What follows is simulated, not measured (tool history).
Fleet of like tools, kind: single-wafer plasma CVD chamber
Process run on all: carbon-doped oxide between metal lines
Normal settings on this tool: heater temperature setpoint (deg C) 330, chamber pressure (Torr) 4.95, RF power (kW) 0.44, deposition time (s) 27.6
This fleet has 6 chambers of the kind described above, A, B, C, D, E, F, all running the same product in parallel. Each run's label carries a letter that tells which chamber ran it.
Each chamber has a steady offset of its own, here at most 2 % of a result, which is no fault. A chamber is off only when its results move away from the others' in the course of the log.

run    day  heater temperature setpoint (deg C)  chamber pressure (Torr)  RF power (kW)  deposition time (s)  read-back reference wafer on the same gauge, thickness_nm  mean film thickness on the monitor wafer (angstrom)
 1A  0.296                                  330                     4.95           0.44                 27.6                                                     145.24                                                 1390
 2C  0.583                                  330                     4.95           0.44                 27.6                                                     144.89                                               1380.1
 3D  0.712                                  330                     4.95           0.44                 27.6                                                     144.92                                               1385.2
 4E  0.983                                  330                     4.95           0.44                 27.6                                                      144.9                                               1389.5
 5F  1.233                                  319                     5.46           0.44                 27.6                                                     144.87                                               1452.1
 6B  1.496                                  319                     5.46           0.44                 27.6                                                     145.01                                               1453.9
 7B  1.775                                  319                     5.46           0.44                 27.6                                                     144.97                                                 1445
 8A  2.062                                  319                     5.46           0.44                 27.6                                                     144.85                                               1481.9
 9D  2.254                                  319                     5.46           0.44                 27.6                                                     145.13                                               1446.2
10E  2.458                                  319                     5.46           0.44                 27.6                                                     144.94                                               1455.5
11F  2.588                                  330                     4.95           0.44                 27.6                                                     144.93                                               1377.3
12C  2.767                                  330                     4.95           0.44                 27.6                                                     145.02                                               1400.7
13D  2.938                                  330                     4.95           0.44                 27.6                                                     145.21                                               1364.3
14F    3.1                                  330                     4.95           0.44                 27.6                                                     144.85                                               1362.4
15C  3.392                                  330                     4.95           0.44                 27.6                                                     144.89                                               1383.4
16A  3.554                                  330                     4.95           0.47                 29.4                                                     144.92                                               1559.1
17B  3.762                                  330                     4.95           0.47                 29.4                                                     145.24                                               1526.7
18E  3.967                                  330                     4.95           0.47                 29.4                                                     144.94                                               1558.1
19C    4.2                                  330                     4.95           0.47                 29.4                                                     145.15                                               1542.9
20A  4.417                                  330                     4.95           0.47                 29.4                                                     144.93                                               1549.2
21D  4.675                                  330                     4.95           0.47                 29.4                                                     144.98                                               1503.3
22F  4.842                                  330                     4.95           0.44                 27.6                                                     144.82                                                 1369
     5.071  -- chamber C: RF generator calibrated
23E  5.133                                  330                     4.95           0.44                 27.6                                                     144.83                                               1374.9
24B  5.346                                  330                     4.95           0.44                 27.6                                                     144.98                                               1371.8
25D    5.6                                  330                     4.95           0.44                 27.6                                                     144.76                                               1348.6
26B  5.788                                  330                     5.89           0.44                 30.6                                                     145.07                                               1550.5
27E  5.988                                  330                     5.89           0.44                 30.6                                                     145.04                                               1555.3
28A  6.146                                  330                     5.89           0.44                 30.6                                                     144.97                                               1576.6
29C  6.312                                  330                     5.89           0.44                 30.6                                                     144.93                                               1576.5
30F  6.454                                  330                     5.89           0.44                 30.6                                                     145.13                                               1555.2
31C   6.65                                  330                     5.89           0.44                 30.6                                                     144.89                                               1584.2
32F    6.9                                  330                     4.95           0.44                 27.6                                                     144.95                                               1382.9
33E  7.088                                  330                     4.95           0.44                 27.6                                                     145.23                                               1390.6
34D  7.354                                  330                     4.95           0.44                 27.6                                                     144.96                                               1321.9
35A  7.562                                  330                     4.95           0.44                 27.6                                                     145.19                                               1392.5
36B  7.738                                  330                     4.95           0.44                 27.6                                                     144.99                                               1381.4
37F  7.933                                  330                     4.95           0.44                 27.6                                                     145.14                                               1368.9
38D  8.142                                  330                     4.95           0.44                 23.7                                                     145.16                                                 1127
     8.217  -- chamber E: thermocouple changed; heater temperature recalibrated
39E  8.271                                  330                     4.95           0.44                 23.7                                                     145.24                                               1194.8

Each of the 6 chambers runs these same settings next. Fill in every chamber's results:
40A  8.483                                  318                     4.95           0.44                 27.6                                                                                                               ?
40B  8.483                                  318                     4.95           0.44                 27.6                                                                                                               ?
40C  8.483                                  318                     4.95           0.44                 27.6                                                                                                               ?
40D  8.483                                  318                     4.95           0.44                 27.6                                                                                                               ?
40E  8.483                                  318                     4.95           0.44                 27.6                                                                                                               ?
40F  8.483                                  318                     4.95           0.44                 27.6                                                                                                               ?

run  mean film thickness on the monitor wafer (angstrom)
40A                                               1459.5
40B                                               1418.8
40C                                               1472.1
40D                                               1366.5
40E                                               1454.5
40F                                               1435.8

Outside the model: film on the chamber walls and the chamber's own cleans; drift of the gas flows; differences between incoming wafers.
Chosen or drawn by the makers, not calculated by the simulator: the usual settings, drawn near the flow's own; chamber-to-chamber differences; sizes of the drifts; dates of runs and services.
